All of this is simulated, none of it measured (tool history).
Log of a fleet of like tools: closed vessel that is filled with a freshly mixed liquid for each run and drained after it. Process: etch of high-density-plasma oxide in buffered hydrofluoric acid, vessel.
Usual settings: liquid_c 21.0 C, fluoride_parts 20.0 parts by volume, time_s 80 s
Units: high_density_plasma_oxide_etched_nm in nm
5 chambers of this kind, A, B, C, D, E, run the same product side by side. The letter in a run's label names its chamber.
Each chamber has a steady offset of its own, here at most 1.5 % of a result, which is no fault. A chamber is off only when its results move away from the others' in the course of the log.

run   hour  liquid_c  fluoride_parts  time_s  read-back film thickness of the high-density-plasma oxide reference wafer, read on the same gauge (nm)  high_density_plasma_oxide_etched_nm
 1E    7.9      21.0            20.0      80                                                                                                  150.02                               47.352
 2B   20.1      21.0            20.0      80                                                                                                  149.99                               46.901
 3A   30.0      21.0            20.0      80                                                                                                  150.02                               47.227
 4C   41.3      21.0            20.0      80                                                                                                  150.01                               46.853
 5D   48.4      21.0            23.0      80                                                                                                  150.00                               42.730
 6D   56.2      21.0            23.0      80                                                                                                  150.01                               42.738
 7B   63.2      21.0            23.0      80                                                                                                  149.98                               43.079
 8A   77.8      21.0            23.0      80                                                                                                  149.99                               43.079
 9E   87.7      21.0            23.0      80                                                                                                  150.00                               42.964
10C  101.0      21.0            20.0      80                                                                                                  150.00                               46.978
11D  110.8      21.0            20.0      80                                                                                                  150.00                               46.239
12E  121.9      21.0            20.0      80                                                                                                  150.00                               47.340
13C  136.0      21.0            20.0      80                                                                                                  149.99                               46.945
14A  147.3      21.0            20.0      80                                                                                                  150.01                               47.569
15B  156.9      24.5            20.0      40                                                                                                  150.00                               28.897
16D  171.0      24.5            20.0      40                                                                                                  150.00                               28.171
     172.4  -- chamber D: thermometer replaced
17C  182.3      24.5            20.0      40                                                                                                  150.00                               28.713
18A  192.4      24.5            20.0      40                                                                                                  149.98                               28.906
19B  207.6      24.5            20.0      40                                                                                                  149.98                               28.557
20E  217.6      21.0            20.0      80                                                                                                  150.00                               47.824
21A  231.6      21.0            20.0      80                                                                                                  150.03                               47.885
22D  246.4      21.0            20.0      80                                                                                                  150.01                               47.019
23E  259.2      21.0            20.0      80                                                                                                  150.01                               46.716
24B  266.4      22.5            20.0      80                                                                                                  149.99                               51.676
25C  275.7      22.5            20.0      80                                                                                                  149.99                               51.382
26A  282.8      22.5            20.0      80                                                                                                  150.00                               51.416
27D  293.0      22.5            20.0      80                                                                                                  149.99                               51.436
28E  306.9      22.5            20.0      80                                                                                                  150.00                               51.936
29C  313.6      21.0            20.0      80                                                                                                  150.01                               47.417
30B  328.4      21.0            20.0      80                                                                                                  150.00                               48.687
31A  343.0      21.0            20.0      80                                                                                                  149.99                               47.057
32B  354.9      21.0            20.0      80                                                                                                  150.00                               48.325
33C  369.1      21.0            26.0      80                                                                                                  150.01                               39.321
34E  382.8      21.0            26.0      80                                                                                                  149.99                               39.642
35D  389.7      21.0            26.0      80                                                                                                  150.00                               38.804
36A  401.7      21.0            26.0      80                                                                                                  150.01                               39.223
37E  416.7      21.0            26.0      80                                                                                                  149.99                               39.848
     421.4  -- chamber E: thermometer replaced
38B  424.0      21.0            20.0      80                                                                                                  150.00                               49.400
39C  433.4      21.0            20.0      80                                                                                                  149.99                               47.576
40D  442.0      21.0            20.0      80                                                                                                  150.00                               46.440
41C  450.9      21.0            20.0      80                                                                                                  150.00                               47.567
42E  460.4      21.0            20.0      80                                                                                                  150.00                               48.176
43A  472.0      21.0            23.5      80                                                                                                  150.00                               42.123
44B  486.2      21.0            23.5      80                                                                                                  150.01                               43.847

All 5 chambers run these settings next. Forecast each chamber's results:
45A  497.1      21.0            20.0      50                                                                                                                                            ?
45B  497.1      21.0            20.0      50                                                                                                                                            ?
45C  497.1      21.0            20.0      50                                                                                                                                            ?
45D  497.1      21.0            20.0      50                                                                                                                                            ?
45E  497.1      21.0            20.0      50                                                                                                                                            ?

run  high_density_plasma_oxide_etched_nm
45A                               29.389
45B                               30.975
45C                               29.855
45D                               29.668
45E                               29.825
